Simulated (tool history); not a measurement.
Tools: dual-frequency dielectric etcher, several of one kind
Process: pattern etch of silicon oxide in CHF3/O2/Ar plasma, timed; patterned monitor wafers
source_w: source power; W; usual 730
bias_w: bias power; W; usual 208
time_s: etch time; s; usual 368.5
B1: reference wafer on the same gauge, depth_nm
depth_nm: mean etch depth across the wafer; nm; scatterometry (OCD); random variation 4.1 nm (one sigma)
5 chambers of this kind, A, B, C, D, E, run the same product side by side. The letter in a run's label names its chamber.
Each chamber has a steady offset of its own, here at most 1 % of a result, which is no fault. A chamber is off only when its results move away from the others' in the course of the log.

run 1A hour=16.1 | source_w=730 bias_w=208 time_s=368.5 | B1=796.02 | depth_nm=823.8
run 2B hour=25.1 | source_w=730 bias_w=208 time_s=368.5 | B1=794.76 | depth_nm=815.45
-- hour=26 chamber D: wet clean of the chamber
run 3C hour=33.9 | source_w=730 bias_w=208 time_s=368.5 | B1=794.73 | depth_nm=822.55
run 4D hour=45.9 | source_w=730 bias_w=208 time_s=368.5 | B1=795.52 | depth_nm=830
run 5E hour=59 | source_w=730 bias_w=208 time_s=368.5 | B1=795.08 | depth_nm=829.28
run 6C hour=70.6 | source_w=730 bias_w=208 time_s=368.5 | B1=795.21 | depth_nm=822.47
run 7D hour=84 | source_w=730 bias_w=208 time_s=368.5 | B1=795.07 | depth_nm=819.25
run 8B hour=98.4 | source_w=730 bias_w=208 time_s=368.5 | B1=794.78 | depth_nm=822.44
run 9E hour=110.9 | source_w=670 bias_w=208 time_s=368.5 | B1=795.07 | depth_nm=802.09
run 10A hour=125.2 | source_w=670 bias_w=208 time_s=368.5 | B1=795.15 | depth_nm=796.81
run 11D hour=135.6 | source_w=670 bias_w=208 time_s=368.5 | B1=795.06 | depth_nm=790.97
run 12A hour=142.8 | source_w=670 bias_w=208 time_s=368.5 | B1=795.95 | depth_nm=806.53
run 13E hour=155.5 | source_w=670 bias_w=208 time_s=368.5 | B1=794.86 | depth_nm=807.51
run 14B hour=163.3 | source_w=730 bias_w=208 time_s=368.5 | B1=795.46 | depth_nm=811.97
-- hour=173 chamber E: wet clean of the chamber
run 15C hour=178.1 | source_w=730 bias_w=208 time_s=368.5 | B1=794.37 | depth_nm=823.03
-- hour=179.1 chamber A: wet clean of the chamber
run 16C hour=188.9 | source_w=730 bias_w=208 time_s=368.5 | B1=796.03 | depth_nm=828.1
run 17D hour=200.5 | source_w=730 bias_w=208 time_s=368.5 | B1=795.1 | depth_nm=823.2
run 18E hour=211.4 | source_w=730 bias_w=208 time_s=368.5 | B1=795.3 | depth_nm=824.81
-- hour=224.7 chamber B: source power generator calibrated
run 19A hour=226.3 | source_w=730 bias_w=233 time_s=368.5 | B1=793.57 | depth_nm=888.19
run 20B hour=239.1 | source_w=730 bias_w=233 time_s=368.5 | B1=795.06 | depth_nm=856.94
run 21C hour=252.5 | source_w=730 bias_w=233 time_s=368.5 | B1=794.05 | depth_nm=864.43
run 22D hour=264.3 | source_w=730 bias_w=233 time_s=368.5 | B1=794.1 | depth_nm=854.05
run 23A hour=272.6 | source_w=730 bias_w=233 time_s=368.5 | B1=795.33 | depth_nm=888.68
run 24B hour=282.6 | source_w=730 bias_w=208 time_s=368.5 | B1=795.16 | depth_nm=823.72
run 25E hour=292.5 | source_w=730 bias_w=208 time_s=368.5 | B1=795.95 | depth_nm=832.25
run 26C hour=304.7 | source_w=730 bias_w=208 time_s=368.5 | B1=794.87 | depth_nm=829.46
run 27A hour=314.6 | source_w=880 bias_w=208 time_s=423.5 | B1=794.64 | depth_nm=1047.9
run 28D hour=330.5 | source_w=880 bias_w=208 time_s=423.5 | B1=795.71 | depth_nm=1011.6
run 29E hour=344.3 | source_w=880 bias_w=208 time_s=423.5 | B1=793.83 | depth_nm=1036.3
run 30B hour=357.7 | source_w=880 bias_w=208 time_s=423.5 | B1=794.58 | depth_nm=1014.5
run 31A hour=374.2 | source_w=880 bias_w=208 time_s=423.5 | B1=794.93 | depth_nm=1049.7
run 32B hour=381.4 | source_w=730 bias_w=208 time_s=368.5 | B1=795.2 | depth_nm=817.04
run 33D hour=391.2 | source_w=730 bias_w=208 time_s=368.5 | B1=794.69 | depth_nm=816.32
run 34E hour=406 | source_w=730 bias_w=208 time_s=368.5 | B1=795.59 | depth_nm=831.5

Is one chamber off against the others, does the gauge drift, or is nothing wrong? If a chamber is off, say which, and what the likeliest cause is.

A service left chamber A off against the others.
Cause: etch rate over this chamber's usual, % = 3.15.

Here are 4 candidates for chamber A's next run, each the usual settings with a change, their results left as question marks. Which one brings its results back in line with what the others give on the usual settings?
In line means no further than this from the other chambers' mean on the usual settings: depth_nm 14 nm
run 35A-1 hour=417.8 | source_w=720 bias_w=206 time_s=356.5 | depth_nm=?
run 35A-2 hour=417.8 | source_w=740 bias_w=210 time_s=380.5 | depth_nm=?
run 35A-3 hour=417.8 | source_w=730 bias_w=205 time_s=345 | depth_nm=?
run 35A-4 hour=417.8 | source_w=740 bias_w=211 time_s=390 | depth_nm=?

The other chambers' mean on the usual settings: depth_nm 823.27 nm
run=35A-1 depth_nm=820.56
run=35A-2 depth_nm=890.77
run=35A-3 depth_nm=796.9
run=35A-4 depth_nm=914.5
35A-1 brings the chamber back in line.
